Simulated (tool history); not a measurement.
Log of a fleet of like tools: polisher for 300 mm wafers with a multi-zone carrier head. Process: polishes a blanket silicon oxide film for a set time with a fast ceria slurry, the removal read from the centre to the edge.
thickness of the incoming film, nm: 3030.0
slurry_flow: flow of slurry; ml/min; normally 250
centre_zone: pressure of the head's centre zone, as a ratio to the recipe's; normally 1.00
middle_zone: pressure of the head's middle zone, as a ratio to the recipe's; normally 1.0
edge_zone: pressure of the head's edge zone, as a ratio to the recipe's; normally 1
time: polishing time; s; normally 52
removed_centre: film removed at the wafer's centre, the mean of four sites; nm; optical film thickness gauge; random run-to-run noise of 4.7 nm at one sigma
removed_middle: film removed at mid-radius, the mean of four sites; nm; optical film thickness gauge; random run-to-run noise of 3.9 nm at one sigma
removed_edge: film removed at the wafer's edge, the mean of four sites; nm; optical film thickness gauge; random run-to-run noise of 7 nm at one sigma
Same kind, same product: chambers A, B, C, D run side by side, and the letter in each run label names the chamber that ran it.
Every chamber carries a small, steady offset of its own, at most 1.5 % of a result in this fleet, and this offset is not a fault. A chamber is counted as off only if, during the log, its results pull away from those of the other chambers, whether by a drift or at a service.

-- hour=3.9 chamber D: centre zone pressure recalibrated
run 1B hour=6.6 | slurry_flow=250 centre_zone=1.00 middle_zone=1.0 edge_zone=1 time=52 | removed_centre=469.74 removed_middle=476.47 removed_edge=479.75
run 2D hour=11.7 | slurry_flow=250 centre_zone=1.00 middle_zone=1.0 edge_zone=1 time=52 | removed_centre=471.81 removed_middle=477.98 removed_edge=472.24
run 3C hour=15.6 | slurry_flow=250 centre_zone=1.00 middle_zone=1.0 edge_zone=1 time=52 | removed_centre=476.32 removed_middle=475.70 removed_edge=460.85
run 4A hour=21.8 | slurry_flow=250 centre_zone=1.00 middle_zone=1.0 edge_zone=1 time=52 | removed_centre=461.92 removed_middle=468.27 removed_edge=469.16
run 5A hour=27.2 | slurry_flow=250 centre_zone=1.00 middle_zone=1.0 edge_zone=1 time=52 | removed_centre=463.93 removed_middle=466.26 removed_edge=472.23
run 6B hour=33.8 | slurry_flow=250 centre_zone=1.00 middle_zone=1.0 edge_zone=1 time=52 | removed_centre=478.83 removed_middle=474.13 removed_edge=471.88
run 7C hour=37.2 | slurry_flow=250 centre_zone=1.00 middle_zone=1.0 edge_zone=1 time=52 | removed_centre=472.97 removed_middle=469.99 removed_edge=484.17
run 8D hour=43.2 | slurry_flow=250 centre_zone=1.00 middle_zone=1.0 edge_zone=1 time=52 | removed_centre=475.79 removed_middle=468.92 removed_edge=475.84
-- hour=43.7 chamber C: worn pad replaced by a new one
run 9C hour=46.5 | slurry_flow=250 centre_zone=0.91 middle_zone=1.0 edge_zone=1 time=52 | removed_centre=417.84 removed_middle=469.04 removed_edge=463.09
run 10A hour=52.2 | slurry_flow=250 centre_zone=0.91 middle_zone=1.0 edge_zone=1 time=52 | removed_centre=423.25 removed_middle=474.49 removed_edge=477.84
run 11D hour=58.7 | slurry_flow=250 centre_zone=0.91 middle_zone=1.0 edge_zone=1 time=52 | removed_centre=426.97 removed_middle=477.37 removed_edge=458.74
run 12B hour=64.1 | slurry_flow=250 centre_zone=0.91 middle_zone=1.0 edge_zone=1 time=52 | removed_centre=423.88 removed_middle=467.86 removed_edge=469.80
-- hour=64.8 chamber C: slurry nozzle cleaned
run 13B hour=67.9 | slurry_flow=250 centre_zone=1.00 middle_zone=1.0 edge_zone=1 time=52 | removed_centre=468.22 removed_middle=469.16 removed_edge=467.92
run 14C hour=73.5 | slurry_flow=250 centre_zone=1.00 middle_zone=1.0 edge_zone=1 time=52 | removed_centre=480.68 removed_middle=464.20 removed_edge=486.72
run 15A hour=76.6 | slurry_flow=250 centre_zone=1.00 middle_zone=1.0 edge_zone=1 time=52 | removed_centre=470.50 removed_middle=467.20 removed_edge=485.90
run 16D hour=82.4 | slurry_flow=250 centre_zone=1.00 middle_zone=1.0 edge_zone=1 time=52 | removed_centre=464.90 removed_middle=472.96 removed_edge=461.83
run 17C hour=87.8 | slurry_flow=250 centre_zone=1.00 middle_zone=1.1 edge_zone=1 time=52 | removed_centre=477.85 removed_middle=519.17 removed_edge=462.12
run 18B hour=92.4 | slurry_flow=250 centre_zone=1.00 middle_zone=1.1 edge_zone=1 time=52 | removed_centre=456.52 removed_middle=497.64 removed_edge=461.36
run 19D hour=95.4 | slurry_flow=250 centre_zone=1.00 middle_zone=1.1 edge_zone=1 time=52 | removed_centre=466.76 removed_middle=512.55 removed_edge=466.53
run 20A hour=98.6 | slurry_flow=250 centre_zone=1.00 middle_zone=1.1 edge_zone=1 time=52 | removed_centre=468.76 removed_middle=518.23 removed_edge=475.93
run 21D hour=104.8 | slurry_flow=250 centre_zone=1.00 middle_zone=1.0 edge_zone=1 time=52 | removed_centre=469.15 removed_middle=478.74 removed_edge=471.81
-- hour=107.0 chamber C: centre zone pressure recalibrated
run 22C hour=107.9 | slurry_flow=250 centre_zone=1.00 middle_zone=1.0 edge_zone=1 time=52 | removed_centre=470.64 removed_middle=474.36 removed_edge=468.07
run 23A hour=112.1 | slurry_flow=250 centre_zone=1.00 middle_zone=1.0 edge_zone=1 time=52 | removed_centre=477.75 removed_middle=463.93 removed_edge=458.16
run 24B hour=115.1 | slurry_flow=170 centre_zone=1.00 middle_zone=1.0 edge_zone=1 time=60 | removed_centre=481.54 removed_middle=478.39 removed_edge=475.68
run 25B hour=121.5 | slurry_flow=170 centre_zone=1.00 middle_zone=1.0 edge_zone=1 time=60 | removed_centre=484.30 removed_middle=487.40 removed_edge=471.71
-- hour=124.6 chamber D: worn pad replaced by a new one
run 26C hour=125.3 | slurry_flow=170 centre_zone=1.00 middle_zone=1.0 edge_zone=1 time=60 | removed_centre=507.98 removed_middle=513.39 removed_edge=511.34
run 27D hour=129.6 | slurry_flow=170 centre_zone=1.00 middle_zone=1.0 edge_zone=1 time=60 | removed_centre=512.89 removed_middle=520.58 removed_edge=531.66
run 28A hour=136.1 | slurry_flow=250 centre_zone=1.00 middle_zone=1.0 edge_zone=1 time=52 | removed_centre=465.39 removed_middle=469.48 removed_edge=463.59
run 29C hour=139.4 | slurry_flow=250 centre_zone=1.00 middle_zone=1.0 edge_zone=1 time=52 | removed_centre=472.48 removed_middle=475.03 removed_edge=482.56
run 30B hour=146.0 | slurry_flow=250 centre_zone=1.00 middle_zone=1.0 edge_zone=1 time=52 | removed_centre=427.59 removed_middle=424.91 removed_edge=429.20
run 31A hour=152.1 | slurry_flow=250 centre_zone=1.00 middle_zone=1.0 edge_zone=1 time=52 | removed_centre=479.51 removed_middle=469.00 removed_edge=461.57
run 32D hour=155.5 | slurry_flow=250 centre_zone=1.00 middle_zone=1.0 edge_zone=1 time=35 | removed_centre=315.70 removed_middle=312.00 removed_edge=325.83
run 33D hour=158.4 | slurry_flow=250 centre_zone=1.00 middle_zone=1.0 edge_zone=1 time=35 | removed_centre=317.23 removed_middle=316.78 removed_edge=308.45

Read the log: is a single chamber off, either drifting away or since a service, is the gauge that measures every chamber drifting, or is nothing wrong beyond small per-chamber offsets? Name any odd chamber and what most likely caused it.

It is chamber B that slowly wanders off from its peers.
Cause: removal rate lost through wear of the pad, % = 11.1.

Here are 4 candidates for chamber B's next run, each the usual settings with a change, their results left as question marks. Which one brings its results back in line with what the others give on the usual settings?
Counts as in line when no further than this from what the other chambers average on the usual settings: removed_centre 16.00 nm; removed_middle 14.00 nm; removed_edge 25.00 nm
run 34B-1 hour=163.3 | slurry_flow=250 centre_zone=1.01 middle_zone=1.00 edge_zone=0.99 time=46 | removed_centre=? removed_middle=? removed_edge=?
run 34B-2 hour=163.3 | slurry_flow=255 centre_zone=0.99 middle_zone=1.01 edge_zone=1.02 time=66 | removed_centre=? removed_middle=? removed_edge=?
run 34B-3 hour=163.3 | slurry_flow=245 centre_zone=1.02 middle_zone=1.00 edge_zone=0.98 time=41 | removed_centre=? removed_middle=? removed_edge=?
run 34B-4 hour=163.3 | slurry_flow=250 centre_zone=0.99 middle_zone=1.00 edge_zone=1.01 time=58 | removed_centre=? removed_middle=? removed_edge=?

Mean of the other chambers on the usual settings: removed_centre 469.54 nm; removed_middle 471.09 nm; removed_edge 471.45 nm
run=34B-1 removed_centre=379.42 removed_middle=370.04 removed_edge=365.21
run=34B-2 removed_centre=533.82 removed_middle=536.97 removed_edge=533.23
run=34B-3 removed_centre=341.01 removed_middle=329.05 removed_edge=323.20
run=34B-4 removed_centre=467.92 removed_middle=466.62 removed_edge=465.42
The right change is 34B-4: it brings the chamber back within the allowed miss of the others.
